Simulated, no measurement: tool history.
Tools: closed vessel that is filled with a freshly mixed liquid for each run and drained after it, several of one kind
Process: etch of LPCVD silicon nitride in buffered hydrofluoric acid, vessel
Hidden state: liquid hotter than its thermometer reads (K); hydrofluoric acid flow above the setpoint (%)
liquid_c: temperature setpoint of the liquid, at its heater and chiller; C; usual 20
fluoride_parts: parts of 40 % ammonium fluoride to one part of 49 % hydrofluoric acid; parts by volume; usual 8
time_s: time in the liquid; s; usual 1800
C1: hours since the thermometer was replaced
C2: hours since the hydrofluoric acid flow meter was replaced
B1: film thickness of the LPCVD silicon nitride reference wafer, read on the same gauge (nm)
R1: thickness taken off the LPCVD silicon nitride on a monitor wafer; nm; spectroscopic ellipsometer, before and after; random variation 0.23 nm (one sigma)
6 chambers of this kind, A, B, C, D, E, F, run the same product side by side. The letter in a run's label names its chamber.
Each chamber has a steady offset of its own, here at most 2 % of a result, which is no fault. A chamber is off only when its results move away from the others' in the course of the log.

run 1E hour=9.5 | liquid_c=20 fluoride_parts=8 time_s=1800 | C1=1796.1 C2=295.7 | B1=49.984 | R1=24.238
run 2B hour=14.3 | liquid_c=20 fluoride_parts=8 time_s=1800 | C1=1277.0 C2=344.9 | B1=49.981 | R1=24.204
run 3C hour=23.8 | liquid_c=20 fluoride_parts=8 time_s=1800 | C1=816.6 C2=1579.3 | B1=49.972 | R1=23.848
run 4A hour=29.6 | liquid_c=20 fluoride_parts=8 time_s=1800 | C1=750.6 C2=50.1 | B1=50.007 | R1=24.475
run 5F hour=36.7 | liquid_c=20 fluoride_parts=8 time_s=1800 | C1=1764.4 C2=180.3 | B1=49.963 | R1=24.882
run 6D hour=44.7 | liquid_c=20 fluoride_parts=8 time_s=1800 | C1=348.5 C2=2038.3 | B1=50.004 | R1=24.944
run 7D hour=51.9 | liquid_c=20 fluoride_parts=6 time_s=1800 | C1=355.7 C2=2045.5 | B1=49.981 | R1=32.231
run 8C hour=59.0 | liquid_c=20 fluoride_parts=6 time_s=1800 | C1=851.8 C2=1614.5 | B1=50.003 | R1=31.699
run 9F hour=64.6 | liquid_c=20 fluoride_parts=6 time_s=1800 | C1=1792.3 C2=208.2 | B1=50.011 | R1=32.294
run 10E hour=72.8 | liquid_c=20 fluoride_parts=6 time_s=1800 | C1=1859.4 C2=359.0 | B1=50.006 | R1=31.753
run 11A hour=81.0 | liquid_c=20 fluoride_parts=6 time_s=1800 | C1=802.0 C2=101.5 | B1=50.008 | R1=31.713
run 12B hour=91.0 | liquid_c=20 fluoride_parts=6 time_s=1800 | C1=1353.7 C2=421.6 | B1=50.009 | R1=32.709
run 13A hour=97.8 | liquid_c=20 fluoride_parts=8 time_s=1800 | C1=818.8 C2=118.3 | B1=50.030 | R1=24.256
run 14E hour=104.0 | liquid_c=20 fluoride_parts=8 time_s=1800 | C1=1890.6 C2=390.2 | B1=49.976 | R1=24.844
run 15D hour=108.8 | liquid_c=20 fluoride_parts=8 time_s=1800 | C1=412.6 C2=2102.4 | B1=50.019 | R1=24.253
run 16F hour=115.4 | liquid_c=20 fluoride_parts=8 time_s=1800 | C1=1843.1 C2=259.0 | B1=50.013 | R1=25.417
run 17B hour=120.6 | liquid_c=20 fluoride_parts=8 time_s=1800 | C1=1383.3 C2=451.2 | B1=49.988 | R1=24.529
-- hour=129.7 chamber D: hydrofluoric acid flow meter replaced
run 18C hour=130.8 | liquid_c=20 fluoride_parts=8 time_s=1800 | C1=923.6 C2=1686.3 | B1=50.012 | R1=24.311
run 19E hour=136.2 | liquid_c=20 fluoride_parts=8 time_s=1800 | C1=1922.8 C2=422.4 | B1=50.007 | R1=24.256
run 20F hour=142.0 | liquid_c=20 fluoride_parts=8 time_s=1800 | C1=1869.7 C2=285.6 | B1=50.004 | R1=25.287
run 21D hour=148.2 | liquid_c=20 fluoride_parts=8 time_s=1800 | C1=452.0 C2=18.6 | B1=50.025 | R1=24.720
run 22A hour=154.1 | liquid_c=20 fluoride_parts=8 time_s=1800 | C1=875.1 C2=174.6 | B1=49.993 | R1=23.993
run 23C hour=161.0 | liquid_c=20 fluoride_parts=8 time_s=1800 | C1=953.8 C2=1716.5 | B1=49.997 | R1=23.576
-- hour=166.8 chamber E: thermometer replaced
run 24B hour=170.4 | liquid_c=20 fluoride_parts=8 time_s=1800 | C1=1433.1 C2=501.0 | B1=49.999 | R1=24.503
run 25D hour=178.0 | liquid_c=20 fluoride_parts=8 time_s=1800 | C1=481.8 C2=48.4 | B1=49.993 | R1=24.255
run 26F hour=185.8 | liquid_c=20 fluoride_parts=8 time_s=1800 | C1=1913.5 C2=329.4 | B1=49.997 | R1=25.623
run 27C hour=195.0 | liquid_c=20 fluoride_parts=8 time_s=1800 | C1=987.8 C2=1750.5 | B1=50.007 | R1=23.777
run 28B hour=199.6 | liquid_c=20 fluoride_parts=8 time_s=1800 | C1=1462.3 C2=530.2 | B1=49.985 | R1=24.269
run 29A hour=206.8 | liquid_c=20 fluoride_parts=8 time_s=1800 | C1=927.8 C2=227.3 | B1=49.984 | R1=24.372
run 30E hour=212.4 | liquid_c=20 fluoride_parts=8 time_s=1800 | C1=45.6 C2=498.6 | B1=49.964 | R1=23.837
run 31F hour=219.0 | liquid_c=20 fluoride_parts=8 time_s=1800 | C1=1946.7 C2=362.6 | B1=49.989 | R1=26.020
run 32A hour=226.7 | liquid_c=20 fluoride_parts=8 time_s=1800 | C1=947.7 C2=247.2 | B1=49.983 | R1=24.545
run 33D hour=231.4 | liquid_c=20 fluoride_parts=8 time_s=1800 | C1=535.2 C2=101.8 | B1=50.009 | R1=24.328
run 34E hour=237.8 | liquid_c=20 fluoride_parts=8 time_s=1800 | C1=71.0 C2=524.0 | B1=49.977 | R1=24.447
run 35C hour=244.5 | liquid_c=20 fluoride_parts=8 time_s=1800 | C1=1037.3 C2=1800.0 | B1=49.998 | R1=24.056
run 36B hour=249.2 | liquid_c=20 fluoride_parts=8 time_s=1800 | C1=1511.9 C2=579.8 | B1=49.973 | R1=24.222
run 37D hour=256.5 | liquid_c=20 fluoride_parts=8 time_s=1800 | C1=560.3 C2=126.9 | B1=50.003 | R1=24.601
run 38A hour=265.7 | liquid_c=20 fluoride_parts=8 time_s=1800 | C1=986.7 C2=286.2 | B1=50.000 | R1=24.557
run 39C hour=272.6 | liquid_c=20 fluoride_parts=8 time_s=1800 | C1=1065.4 C2=1828.1 | B1=50.021 | R1=24.036

What goes on in this fleet: one chamber off, a drifting gauge, or nothing beyond the chambers' own small offsets? Name the chamber and the cause, if any.

Chamber F drifts away from the others.
Cause: liquid hotter than its thermometer reads (K) = 1.35.
The log may not tell that from: hydrofluoric acid flow above the setpoint (%).

Here are 4 candidates for chamber F's next run, each the usual settings with a change, their results left as question marks. Which one brings its results back in line with what the others give on the usual settings?
In line means no further than this from the other chambers' mean on the usual settings: R1 0.820 nm
run 40F-1 hour=280.0 | liquid_c=20.0 fluoride_parts=8.0 time_s=1955 | R1=?
run 40F-2 hour=280.0 | liquid_c=20.0 fluoride_parts=8.0 time_s=1670 | R1=?
run 40F-3 hour=280.0 | liquid_c=20.0 fluoride_parts=9.5 time_s=1800 | R1=?
run 40F-4 hour=280.0 | liquid_c=22.5 fluoride_parts=8.0 time_s=1800 | R1=?

The other chambers' mean on the usual settings: R1 24.242 nm
run=40F-1 R1=28.683
run=40F-2 R1=24.501
run=40F-3 R1=22.498
run=40F-4 R1=30.350
40F-2 brings the chamber back in line.

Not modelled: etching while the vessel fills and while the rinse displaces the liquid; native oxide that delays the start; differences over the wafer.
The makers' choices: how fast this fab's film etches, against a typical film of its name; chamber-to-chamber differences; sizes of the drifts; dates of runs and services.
